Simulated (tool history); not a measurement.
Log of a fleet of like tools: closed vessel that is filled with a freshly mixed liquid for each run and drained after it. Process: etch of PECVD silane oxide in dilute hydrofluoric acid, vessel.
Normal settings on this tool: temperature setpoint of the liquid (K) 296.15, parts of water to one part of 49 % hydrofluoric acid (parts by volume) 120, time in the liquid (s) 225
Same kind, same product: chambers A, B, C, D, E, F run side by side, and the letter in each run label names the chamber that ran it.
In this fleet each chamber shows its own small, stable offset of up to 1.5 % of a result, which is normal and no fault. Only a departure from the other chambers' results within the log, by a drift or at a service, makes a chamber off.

run,hour,temperature setpoint of the liquid (K),parts of water to one part of 49 % hydrofluoric acid (parts by volume),time in the liquid (s),"read-back film thickness of the PECVD silane oxide reference wafer, read on the same gauge (nm)",thickness taken off the PECVD silane oxide on a monitor wafer (angstrom)
1D,8.9,296.15,120,225,150.00,408.68
2C,19.3,296.15,120,225,150.01,407.90
3E,26.5,296.15,120,225,150.04,404.46
4B,36.1,296.15,120,225,150.01,406.08
5A,45.4,296.15,120,225,150.00,408.94
6F,53.2,296.15,120,225,150.01,408.40
7C,62.5,296.15,120,225,150.00,407.67
8B,70.7,296.15,120,225,150.01,404.27
9D,76.2,296.15,120,225,150.01,411.71
10F,85.9,296.15,120,225,150.01,408.23
11E,95.5,296.15,120,225,149.98,397.48
12A,105.1,296.15,120,225,150.00,406.84
13D,112.2,296.15,120,225,149.97,411.89
14A,120.4,296.15,120,225,150.02,403.46
15E,129.9,296.15,120,225,150.01,406.12
16C,135.2,296.15,155,350,149.99,468.31
17B,145.6,296.15,155,350,149.98,465.35
18F,155.5,296.15,155,350,150.00,468.16
# hour 157.2: chamber B: hydrofluoric acid flow meter replaced
19E,160.6,296.15,155,350,150.00,472.84
20C,166.1,296.15,155,350,149.99,467.42
21D,175.3,296.15,155,350,150.01,473.71
22B,183.4,296.15,120,225,150.00,403.74
23A,189.6,296.15,145,225,150.00,322.75
24F,196.8,296.15,145,225,149.98,329.26
25E,205.3,296.15,145,225,149.98,321.79
# hour 209.0: chamber E: hydrofluoric acid flow meter replaced
26D,209.8,296.15,145,225,150.01,330.48
27B,219.6,296.15,145,225,149.98,328.41
28F,224.4,296.15,145,225,149.98,324.15
29A,231.4,296.15,120,225,149.99,394.88
30C,238.9,296.15,120,225,150.00,407.18
31E,245.4,296.15,120,225,150.00,402.52
32C,251.6,296.15,120,225,150.02,412.36
# hour 258.0: chamber F: thermometer replaced
33F,259.9,296.15,120,225,150.02,412.79
34A,268.2,296.15,120,225,149.97,391.61
35B,278.0,291.65,155,225,150.00,252.16
36D,286.3,291.65,155,225,149.99,256.91
37F,293.6,291.65,155,225,149.99,254.89
38B,298.2,291.65,155,225,150.03,253.69
39A,305.5,291.65,155,225,150.01,240.98
40D,310.9,291.65,155,225,150.00,254.19

Which is it: a chamber that has drifted or been left off by a service, a gauge drift common to all chambers, or only each chamber's usual small offset? If a chamber is off, name it and its likeliest cause.

Little by little, chamber A moves away from the other chambers.
What lies behind it: hydrofluoric acid flow below the setpoint (%) = 3.88.
The log may not tell that from: liquid colder than its thermometer reads (K).

Below are 4 candidate recipes for chamber A's next run, each the usual settings with a change, their results shown as question marks. Which of them brings A's results back in line with what the other chambers give on the usual settings?
In-line tolerance around the mean of the other chambers on the usual settings: thickness taken off the PECVD silane oxide on a monitor wafer (angstrom) 8.00
41A-1,318.4,296.15,125,225,,?
41A-2,318.4,294.15,120,225,,?
41A-3,318.4,296.15,115,230,,?
41A-4,318.4,296.15,120,235,,?

The other chambers' mean on the usual settings: thickness taken off the PECVD silane oxide on a monitor wafer (angstrom) 406.67
run,thickness taken off the PECVD silane oxide on a monitor wafer (angstrom)
41A-1,372.13
41A-2,360.81
41A-3,418.85
41A-4,407.46
The answer is 41A-4, which returns the chamber to within the allowed miss of the others.

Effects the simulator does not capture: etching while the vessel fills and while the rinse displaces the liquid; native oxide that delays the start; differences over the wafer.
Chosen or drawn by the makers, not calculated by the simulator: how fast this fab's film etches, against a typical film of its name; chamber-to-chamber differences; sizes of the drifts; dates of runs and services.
